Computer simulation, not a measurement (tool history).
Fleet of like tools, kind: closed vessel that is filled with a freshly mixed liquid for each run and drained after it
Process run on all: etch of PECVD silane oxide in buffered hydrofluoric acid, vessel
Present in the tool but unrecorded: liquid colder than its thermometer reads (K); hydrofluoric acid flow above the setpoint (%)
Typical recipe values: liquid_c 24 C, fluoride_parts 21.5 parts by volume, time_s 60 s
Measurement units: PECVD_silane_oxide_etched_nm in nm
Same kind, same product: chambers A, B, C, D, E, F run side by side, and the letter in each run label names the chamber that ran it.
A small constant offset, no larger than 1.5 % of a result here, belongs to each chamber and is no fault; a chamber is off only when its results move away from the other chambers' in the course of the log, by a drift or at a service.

| run | day | liquid_c | fluoride_parts | time_s | hours since the thermometer was replaced | hours since the hydrofluoric acid flow meter was replaced | read-back film thickness of the PECVD silane oxide reference wafer, read on the same gauge (nm) | PECVD_silane_oxide_etched_nm |
|---|---|---|---|---|---|---|---|---|
| 1C | 0.454 | 24 | 21.5 | 60 | 2128.8 | 1096 | 150.03 | 129.41 |
|  | 0.608 | chamber F: thermometer replaced |
| 2A | 0.917 | 24 | 21.5 | 60 | 2061.5 | 1987 | 150.02 | 128.91 |
| 3D | 1.417 | 24 | 21.5 | 60 | 787.2 | 79.5 | 149.97 | 128.43 |
| 4E | 2.029 | 24 | 21.5 | 60 | 1165.3 | 419.7 | 150.02 | 129.76 |
| 5B | 2.508 | 24 | 21.5 | 60 | 826.7 | 1536.2 | 149.99 | 129.42 |
| 6F | 3.058 | 24 | 21.5 | 60 | 58.9 | 326.8 | 150.01 | 131.2 |
| 7F | 3.404 | 24 | 21.5 | 60 | 67.2 | 335.1 | 150.03 | 130.22 |
|  | 3.712 | chamber A: thermometer replaced |
| 8D | 4.017 | 24 | 21.5 | 60 | 849.6 | 141.9 | 149.95 | 129.54 |
| 9E | 4.646 | 24 | 21.5 | 60 | 1228.1 | 482.5 | 149.95 | 129.4 |
| 10C | 4.979 | 24 | 21.5 | 60 | 2237.4 | 1204.6 | 149.97 | 129.11 |
| 11A | 5.408 | 24 | 21.5 | 60 | 40.7 | 2094.8 | 149.98 | 127.57 |
| 12B | 5.983 | 24 | 21.5 | 60 | 910.1 | 1619.6 | 149.95 | 125.31 |
| 13F | 6.342 | 24 | 17.5 | 35 | 137.7 | 405.6 | 150 | 92.029 |
| 14D | 6.954 | 24 | 17.5 | 35 | 920.1 | 212.4 | 150.03 | 90.207 |
| 15B | 7.312 | 24 | 17.5 | 35 | 942 | 1651.5 | 150.03 | 87.188 |
|  | 7.658 | chamber C: thermometer replaced |
| 16C | 7.925 | 24 | 17.5 | 35 | 6.5 | 1275.3 | 150 | 90.688 |
| 17E | 8.254 | 24 | 17.5 | 35 | 1314.7 | 569.1 | 150 | 89.263 |
| 18A | 8.6 | 24 | 17.5 | 35 | 117.3 | 2171.4 | 149.95 | 90.022 |
| 19F | 9.038 | 24 | 21.5 | 75 | 202.4 | 470.3 | 149.97 | 159.72 |
| 20C | 9.446 | 24 | 21.5 | 75 | 43 | 1311.8 | 150 | 160.17 |
| 21A | 9.788 | 24 | 21.5 | 75 | 145.8 | 2199.9 | 150 | 162.17 |
| 22D | 10.404 | 24 | 21.5 | 75 | 1002.9 | 295.2 | 149.96 | 163.13 |
| 23B | 10.796 | 24 | 21.5 | 75 | 1025.6 | 1735.1 | 150.01 | 151.59 |
| 24E | 11.3 | 24 | 21.5 | 75 | 1387.8 | 642.2 | 149.99 | 163.22 |
| 25A | 11.892 | 24 | 21.5 | 60 | 196.3 | 2250.4 | 150.05 | 128.56 |
| 26C | 12.392 | 24 | 21.5 | 60 | 113.7 | 1382.5 | 150.04 | 127.27 |
|  | 12.579 | chamber E: hydrofluoric acid flow meter replaced |
| 27F | 12.975 | 24 | 21.5 | 60 | 296.9 | 564.8 | 149.92 | 129.52 |
| 28E | 13.362 | 24 | 21.5 | 60 | 1437.3 | 18.9 | 149.99 | 129.67 |
|  | 13.7 | chamber D: hydrofluoric acid flow meter replaced |
| 29B | 14.012 | 24 | 21.5 | 60 | 1102.8 | 1812.3 | 150.01 | 120.04 |
| 30D | 14.633 | 24 | 21.5 | 60 | 1104.4 | 22.4 | 150.02 | 127 |
| 31D | 15.129 | 24 | 21.5 | 60 | 1116.3 | 34.3 | 150.02 | 128.83 |
| 32F | 15.771 | 24 | 21.5 | 60 | 364 | 631.9 | 149.98 | 129.12 |
| 33C | 16.362 | 24 | 21.5 | 60 | 209 | 1477.8 | 150 | 131.26 |
| 34A | 16.738 | 24 | 21.5 | 60 | 312.6 | 2366.7 | 149.98 | 129.41 |
| 35E | 17.358 | 24 | 26 | 90 | 1533.2 | 114.8 | 150.05 | 170.93 |
| 36B | 17.979 | 24 | 26 | 90 | 1198 | 1907.5 | 150.02 | 151.85 |

The same settings go to every chamber for the next run, one line per chamber below. Forecast the results for each:
| 37A | 18.454 | 24 | 21.5 | 60 |  |  |  | ? |
| 37B | 18.454 | 24 | 21.5 | 60 |  |  |  | ? |
| 37C | 18.454 | 24 | 21.5 | 60 |  |  |  | ? |
| 37D | 18.454 | 24 | 21.5 | 60 |  |  |  | ? |
| 37E | 18.454 | 24 | 21.5 | 60 |  |  |  | ? |
| 37F | 18.454 | 24 | 21.5 | 60 |  |  |  | ? |

| run | PECVD_silane_oxide_etched_nm |
|---|---|
| 37A | 128.95 |
| 37B | 113.67 |
| 37C | 129.71 |
| 37D | 127.68 |
| 37E | 129.77 |
| 37F | 130.29 |

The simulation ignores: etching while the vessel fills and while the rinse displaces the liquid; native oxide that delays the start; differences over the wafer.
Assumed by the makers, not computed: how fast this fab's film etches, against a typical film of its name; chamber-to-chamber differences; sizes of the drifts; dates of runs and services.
